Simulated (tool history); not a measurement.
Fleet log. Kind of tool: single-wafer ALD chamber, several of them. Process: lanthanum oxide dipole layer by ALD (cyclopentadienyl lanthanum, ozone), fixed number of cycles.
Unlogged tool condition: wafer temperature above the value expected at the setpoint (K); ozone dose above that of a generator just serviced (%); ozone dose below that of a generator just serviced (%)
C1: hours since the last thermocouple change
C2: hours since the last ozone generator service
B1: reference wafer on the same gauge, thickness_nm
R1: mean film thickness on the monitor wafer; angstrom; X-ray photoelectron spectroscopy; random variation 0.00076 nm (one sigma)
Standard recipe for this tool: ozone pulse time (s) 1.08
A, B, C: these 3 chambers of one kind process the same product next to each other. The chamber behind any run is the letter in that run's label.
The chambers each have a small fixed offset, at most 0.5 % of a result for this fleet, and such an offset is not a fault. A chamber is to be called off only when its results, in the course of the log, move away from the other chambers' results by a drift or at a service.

{"run": "1C", "hour": 7.2, "ozone pulse time (s)": 1.08, "C1": 1601.8, "C2": 529.5, "B1": 0.54789, "R1": 5.0941}
{"run": "2B", "hour": 16.8, "ozone pulse time (s)": 1.08, "C1": 1321.9, "C2": 649.6, "B1": 0.54791, "R1": 5.0944}
{"run": "3A", "hour": 25.4, "ozone pulse time (s)": 1.08, "C1": 464.6, "C2": 85.7, "B1": 0.54757, "R1": 5.1218}
{"run": "4A", "hour": 32.4, "ozone pulse time (s)": 1.08, "C1": 471.6, "C2": 92.7, "B1": 0.54757, "R1": 5.1228}
{"run": "5B", "hour": 38.8, "ozone pulse time (s)": 1.08, "C1": 1343.9, "C2": 671.6, "B1": 0.54768, "R1": 5.1049}
{"run": "6C", "hour": 47.6, "ozone pulse time (s)": 1.08, "C1": 1642.2, "C2": 569.9, "B1": 0.54723, "R1": 5.0975}
{"run": "7C", "hour": 52.8, "ozone pulse time (s)": 1.3, "C1": 1647.4, "C2": 575.1, "B1": 0.54723, "R1": 5.3277}
{"run": "8A", "hour": 60.3, "ozone pulse time (s)": 1.3, "C1": 499.5, "C2": 120.6, "B1": 0.54699, "R1": 5.3728}
{"run": "9B", "hour": 68.3, "ozone pulse time (s)": 1.3, "C1": 1373.4, "C2": 701.1, "B1": 0.54716, "R1": 5.3093}
{"run": "10A", "hour": 78.4, "ozone pulse time (s)": 1.47, "C1": 517.6, "C2": 138.7, "B1": 0.54701, "R1": 5.4744}
{"run": "11C", "hour": 83.7, "ozone pulse time (s)": 1.47, "C1": 1678.3, "C2": 606, "B1": 0.54688, "R1": 5.4572}
{"run": "12B", "hour": 89.7, "ozone pulse time (s)": 1.47, "C1": 1394.8, "C2": 722.5, "B1": 0.54686, "R1": 5.4355}
{"run": "13B", "hour": 97.0, "ozone pulse time (s)": 1.08, "C1": 1402.1, "C2": 729.8, "B1": 0.54669, "R1": 5.0941}
{"run": "14A", "hour": 104.2, "ozone pulse time (s)": 1.08, "C1": 543.4, "C2": 164.5, "B1": 0.54666, "R1": 5.1211}
{"run": "15C", "hour": 113.1, "ozone pulse time (s)": 1.08, "C1": 1707.7, "C2": 635.4, "B1": 0.54645, "R1": 5.0842}
{"run": "16A", "hour": 122.2, "ozone pulse time (s)": 0.88, "C1": 561.4, "C2": 182.5, "B1": 0.54638, "R1": 4.7848}
{"run": "17B", "hour": 129.4, "ozone pulse time (s)": 0.88, "C1": 1434.5, "C2": 762.2, "B1": 0.5463, "R1": 4.7587}
{"run": "18C", "hour": 138.4, "ozone pulse time (s)": 0.88, "C1": 1733, "C2": 660.7, "B1": 0.54617, "R1": 4.7534}
{"run": "19C", "hour": 144.4, "ozone pulse time (s)": 1.08, "C1": 1739, "C2": 666.7, "B1": 0.5461, "R1": 5.0753}
{"run": "20A", "hour": 152.3, "ozone pulse time (s)": 1.08, "C1": 591.5, "C2": 212.6, "B1": 0.54607, "R1": 5.1028}
{"run": "21B", "hour": 156.8, "ozone pulse time (s)": 1.08, "C1": 1461.9, "C2": 789.6, "B1": 0.54583, "R1": 5.0723}
{"run": "22A", "hour": 162.6, "ozone pulse time (s)": 1.08, "C1": 601.8, "C2": 222.9, "B1": 0.54599, "R1": 5.0982}
{"run": "23C", "hour": 172.0, "ozone pulse time (s)": 1.08, "C1": 1766.6, "C2": 694.3, "B1": 0.54586, "R1": 5.0799}
{"run": "24B", "hour": 176.7, "ozone pulse time (s)": 1.08, "C1": 1481.8, "C2": 809.5, "B1": 0.54567, "R1": 5.0566}
{"run": "25B", "hour": 186.7, "ozone pulse time (s)": 1.08, "C1": 1491.8, "C2": 819.5, "B1": 0.5455, "R1": 5.065}
{"run": "26A", "hour": 192.6, "ozone pulse time (s)": 1.08, "C1": 631.8, "C2": 252.9, "B1": 0.54558, "R1": 5.0932}
{"run": "27C", "hour": 197.3, "ozone pulse time (s)": 1.08, "C1": 1791.9, "C2": 719.6, "B1": 0.54546, "R1": 5.0731}
{"run": "28A", "hour": 204.5, "ozone pulse time (s)": 1.08, "C1": 643.7, "C2": 264.8, "B1": 0.5453, "R1": 5.1011}
{"run": "29C", "hour": 212.5, "ozone pulse time (s)": 1.08, "C1": 1807.1, "C2": 734.8, "B1": 0.54515, "R1": 5.071}
{"run": "30B", "hour": 222.5, "ozone pulse time (s)": 1.08, "C1": 1527.6, "C2": 855.3, "B1": 0.54489, "R1": 5.0727}
{"run": "31B", "hour": 231.4, "ozone pulse time (s)": 1.08, "C1": 1536.5, "C2": 864.2, "B1": 0.54501, "R1": 5.0604}
{"run": "32C", "hour": 240.2, "ozone pulse time (s)": 1.08, "C1": 1834.8, "C2": 762.5, "B1": 0.54458, "R1": 5.0665}
{"run": "33A", "hour": 245.2, "ozone pulse time (s)": 0.79, "C1": 684.4, "C2": 305.5, "B1": 0.54466, "R1": 4.5846}

Has any chamber moved away from the others, gradually or after a service, or does the common gauge drift, or do the chambers differ only by their own small steady offsets? State the chamber and the most likely cause if one applies.

The shared gauge is drifting. All chambers look as if they move in step, but none is off.
Cause: gauge reads low (%) = 0.613.
